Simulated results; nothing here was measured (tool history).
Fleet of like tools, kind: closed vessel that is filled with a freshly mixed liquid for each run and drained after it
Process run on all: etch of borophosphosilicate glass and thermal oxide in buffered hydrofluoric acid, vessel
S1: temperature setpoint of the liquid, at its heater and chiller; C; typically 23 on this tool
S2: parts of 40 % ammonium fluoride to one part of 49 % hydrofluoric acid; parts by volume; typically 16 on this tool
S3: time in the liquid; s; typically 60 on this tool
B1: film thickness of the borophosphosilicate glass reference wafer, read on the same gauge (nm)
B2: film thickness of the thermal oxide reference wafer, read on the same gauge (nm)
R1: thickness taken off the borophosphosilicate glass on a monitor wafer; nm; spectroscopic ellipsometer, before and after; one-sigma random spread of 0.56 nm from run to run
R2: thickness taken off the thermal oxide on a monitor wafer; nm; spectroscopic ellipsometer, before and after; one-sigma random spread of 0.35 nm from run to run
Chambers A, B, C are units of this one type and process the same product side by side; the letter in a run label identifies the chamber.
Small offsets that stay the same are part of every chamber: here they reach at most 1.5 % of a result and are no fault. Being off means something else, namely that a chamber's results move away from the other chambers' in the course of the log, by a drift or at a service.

Run 1A, hour 4.4: usual settings; B1 100; B2 130. Result: R1 99.244 nm, R2 39.386 nm.
Run 2B, hour 6.9: usual settings; B1 100.01; B2 129.99. Result: R1 97.387 nm, R2 38.501 nm.
Run 3C, hour 10.5: usual settings; B1 99.973; B2 130. Result: R1 98.235 nm, R2 37.665 nm.
Run 4A, hour 13.4: usual settings; B1 100.01; B2 130.02. Result: R1 98.686 nm, R2 39.07 nm.
Run 5B, hour 16.4: usual settings; B1 99.955; B2 130. Result: R1 97.978 nm, R2 38.241 nm.
Run 6C, hour 19.3: usual settings; B1 99.987; B2 130.01. Result: R1 97.938 nm, R2 37.071 nm.
Run 7B, hour 22.6: usual settings; B1 100.02; B2 130.01. Result: R1 97.289 nm, R2 37.646 nm.
Run 8C, hour 26.7: usual settings; B1 99.99; B2 130.01. Result: R1 97.474 nm, R2 37.956 nm.
Run 9A, hour 30.8: usual settings; B1 99.969; B2 129.99. Result: R1 98.985 nm, R2 38.446 nm.
Run 10B, hour 34.5: usual settings; B1 100.03; B2 129.99. Result: R1 99.016 nm, R2 37.898 nm.
Run 11A, hour 38: usual settings; B1 99.978; B2 129.98. Result: R1 98.815 nm, R2 38.509 nm.
Run 12C, hour 41.8: usual settings; B1 99.974; B2 130. Result: R1 97.735 nm, R2 37.743 nm.
Run 13C, hour 44.7: usual settings; B1 100; B2 130.01. Result: R1 98.559 nm, R2 37.933 nm.
Run 14B, hour 47: usual settings; B1 99.963; B2 130. Result: R1 98.034 nm, R2 38.191 nm.
Run 15A, hour 51.6: usual settings; B1 100.01; B2 130. Result: R1 99.727 nm, R2 38.461 nm.
Run 16B, hour 55.4: usual settings; B1 99.976; B2 130. Result: R1 98.337 nm, R2 38.157 nm.
Run 17A, hour 59.3: usual settings; B1 100.01; B2 129.99. Result: R1 99.96 nm, R2 38.901 nm.
Run 18C, hour 62.6: usual settings; B1 100.03; B2 130. Result: R1 97.621 nm, R2 37.667 nm.
At hour 63: chamber A: hydrofluoric acid flow meter replaced.
Run 19C, hour 65: usual settings; B1 100; B2 130. Result: R1 98.531 nm, R2 37.598 nm.
Run 20B, hour 68.8: usual settings; B1 99.983; B2 130.01. Result: R1 98.127 nm, R2 37.557 nm.
Run 21A, hour 70.9: usual settings but S2 21 parts by volume, S3 40 s; B1 100.03; B2 129.99. Result: R1 51.54 nm, R2 20.101 nm.
Run 22B, hour 74.7: usual settings but S2 21 parts by volume, S3 40 s; B1 99.981; B2 129.99. Result: R1 50.294 nm, R2 19.618 nm.
Run 23C, hour 78.9: usual settings but S2 21 parts by volume, S3 40 s; B1 100.01; B2 130. Result: R1 50.613 nm, R2 19.706 nm.
Run 24A, hour 83: usual settings; B1 99.992; B2 130. Result: R1 99.28 nm, R2 37.983 nm.
Run 25B, hour 85.2: usual settings but S3 85 s; B1 100.02; B2 130. Result: R1 140.51 nm, R2 54.246 nm.
Run 26C, hour 88: usual settings but S3 85 s; B1 100.02; B2 129.97. Result: R1 138.35 nm, R2 53.442 nm.
Run 27A, hour 92.3: usual settings but S3 85 s; B1 99.957; B2 129.99. Result: R1 141 nm, R2 53.786 nm.

Is one chamber off against the others, does the gauge drift, or is nothing wrong? If a chamber is off, say which, and what the likeliest cause is.

Beyond each chamber's small constant offset nothing stands out, and the gauge stays steady.

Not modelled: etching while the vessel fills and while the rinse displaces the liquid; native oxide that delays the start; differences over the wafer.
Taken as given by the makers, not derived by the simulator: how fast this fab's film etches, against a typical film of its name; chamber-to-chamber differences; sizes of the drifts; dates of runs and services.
